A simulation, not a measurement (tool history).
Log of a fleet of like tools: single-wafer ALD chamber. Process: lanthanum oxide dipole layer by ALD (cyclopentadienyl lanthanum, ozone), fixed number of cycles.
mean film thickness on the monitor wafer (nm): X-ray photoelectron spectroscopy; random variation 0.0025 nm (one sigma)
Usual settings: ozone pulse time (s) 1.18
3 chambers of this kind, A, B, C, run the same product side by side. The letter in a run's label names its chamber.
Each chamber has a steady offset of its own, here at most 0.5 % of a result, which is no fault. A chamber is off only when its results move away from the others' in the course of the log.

run	hour	ozone pulse time (s)	read-back reference wafer on the same gauge, thickness_nm	mean film thickness on the monitor wafer (nm)
1C	2.8	1.18	0.47554	0.52405
2A	4.9	1.18	0.47598	0.52432
3B	9.6	1.18	0.47562	0.52496
4A	14.1	1.18	0.47624	0.52482
5B	16.3	1.18	0.47621	0.51946
6C	21.0	1.18	0.47561	0.52083
7A	24.8	0.89	0.47599	0.48033
8B	29.0	0.89	0.47598	0.47775
9C	31.2	0.89	0.47644	0.48094
10B	34.8	1.18	0.47674	0.52327
11C	39.3	1.18	0.47575	0.52017
12A	41.7	1.18	0.47627	0.51878
13A	44.2	1.18	0.47604	0.51792
14B	48.5	1.18	0.47605	0.51792
15C	51.2	1.18	0.47553	0.52492
16C	55.0	1.18	0.47564	0.52505
17A	58.6	1.18	0.47581	0.52580
18B	61.5	1.18	0.47655	0.52240
19C	64.3	0.91	0.47671	0.48861
20A	67.9	0.91	0.47553	0.48392
21B	69.9	0.91	0.47597	0.48115
22C	73.7	0.75	0.47577	0.45153
23B	77.4	0.75	0.47634	0.44830
24A	82.0	0.75	0.47618	0.44660
25A	85.4	1.18	0.47528	0.51755

What goes on in this fleet: one chamber off, a drifting gauge, or nothing beyond the chambers' own small offsets? Name the chamber and the cause, if any.

No chamber stands off beyond its own small offset, and the gauge holds steady.
